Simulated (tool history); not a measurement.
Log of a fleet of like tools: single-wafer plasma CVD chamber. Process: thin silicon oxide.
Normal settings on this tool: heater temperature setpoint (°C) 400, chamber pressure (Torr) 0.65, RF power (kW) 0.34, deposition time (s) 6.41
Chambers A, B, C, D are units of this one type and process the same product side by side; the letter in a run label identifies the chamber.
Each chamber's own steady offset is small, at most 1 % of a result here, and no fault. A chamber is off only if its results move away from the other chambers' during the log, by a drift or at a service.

run	hour	heater temperature setpoint (°C)	chamber pressure (Torr)	RF power (kW)	deposition time (s)	read-back reference wafer on the same gauge, thickness_nm	mean film thickness on the monitor wafer (nm)
1B	3	400	0.65	0.34	6.41	10.501	9.9429
2D	7.5	400	0.65	0.34	6.41	10.499	10.033
3A	12.5	400	0.65	0.34	6.41	10.5	9.9732
4C	16.8	400	0.65	0.34	6.41	10.509	10.11
5A	21.4	400	0.731	0.34	5.22	10.492	9.2582
# hour 24.1: chamber D: RF generator calibrated
6C	25.5	400	0.731	0.34	5.22	10.491	9.2671
7B	29.5	400	0.731	0.34	5.22	10.498	9.1147
8D	31.9	400	0.731	0.34	5.22	10.504	9.2233
9C	35.5	400	0.65	0.34	6.41	10.493	9.9996
10D	40.4	400	0.65	0.34	6.41	10.496	9.9865
11A	43.6	400	0.65	0.34	6.41	10.507	9.9532
# hour 45.3: chamber A: capacitance manometer re-zeroed and calibrated
12B	46.5	400	0.65	0.34	6.41	10.5	9.9152
13B	49.8	400	0.65	0.34	6.41	10.511	9.9391
14A	52.2	400	0.65	0.34	6.41	10.494	10.254
15C	56.1	400	0.65	0.34	6.41	10.495	10.057
16D	59.7	400	0.65	0.34	6.41	10.507	9.9958
17B	64	400	0.65	0.34	6.41	10.497	9.9467
18A	66.4	400	0.595	0.29	6.41	10.507	8.6994
19C	69.4	400	0.595	0.29	6.41	10.501	8.573
20D	72.7	400	0.595	0.29	6.41	10.495	8.5769
# hour 74.5: chamber C: RF generator calibrated
21A	76.1	400	0.595	0.29	6.41	10.494	8.6747
22D	79.6	400	0.65	0.34	6.41	10.504	10.055
# hour 81: chamber A: thermocouple changed; heater temperature recalibrated
23C	83.8	400	0.65	0.34	6.41	10.504	10.07
24B	88.5	400	0.65	0.34	6.41	10.495	9.9371
25C	91.5	400	0.65	0.34	6.41	10.493	10.052
26A	95.6	400	0.65	0.34	6.41	10.5	10.318
27D	98.3	400	0.65	0.34	6.41	10.496	10.025
28B	101.7	400	0.65	0.34	6.41	10.504	9.9882
29D	105.2	400	0.65	0.34	6.41	10.493	10.064
30C	109.2	400	0.65	0.34	6.41	10.491	10.101
31B	113	400	0.65	0.34	6.41	10.508	9.9194

Has any chamber moved away from the others, gradually or after a service, or does the common gauge drift, or do the chambers differ only by their own small steady offsets? State the chamber and the most likely cause if one applies.

After it was serviced, chamber A no longer matches the other chambers.
Likeliest cause: true pressure above the setpoint (%) = 2.75.

Below are 4 candidate recipes for chamber A's next run, each the usual settings with a change, their results shown as question marks. Which of them brings A's results back in line with what the other chambers give on the usual settings?
In line here means within this much of the mean the other chambers give on the usual settings: mean film thickness on the monitor wafer (nm) 0.12
32A-1	116.6	400	0.659	0.34	6.46		?
32A-2	116.6	400	0.641	0.34	6.36		?
32A-3	116.6	400	0.65	0.385	6.41		?
32A-4	116.6	400	0.65	0.34	6.11		?

The other chambers' mean on the usual settings: mean film thickness on the monitor wafer (nm) 10.011
run	mean film thickness on the monitor wafer (nm)
32A-1	10.504
32A-2	10.025
32A-3	10.76
32A-4	9.7837
The right change is 32A-2: it brings the chamber back within the allowed miss of the others.

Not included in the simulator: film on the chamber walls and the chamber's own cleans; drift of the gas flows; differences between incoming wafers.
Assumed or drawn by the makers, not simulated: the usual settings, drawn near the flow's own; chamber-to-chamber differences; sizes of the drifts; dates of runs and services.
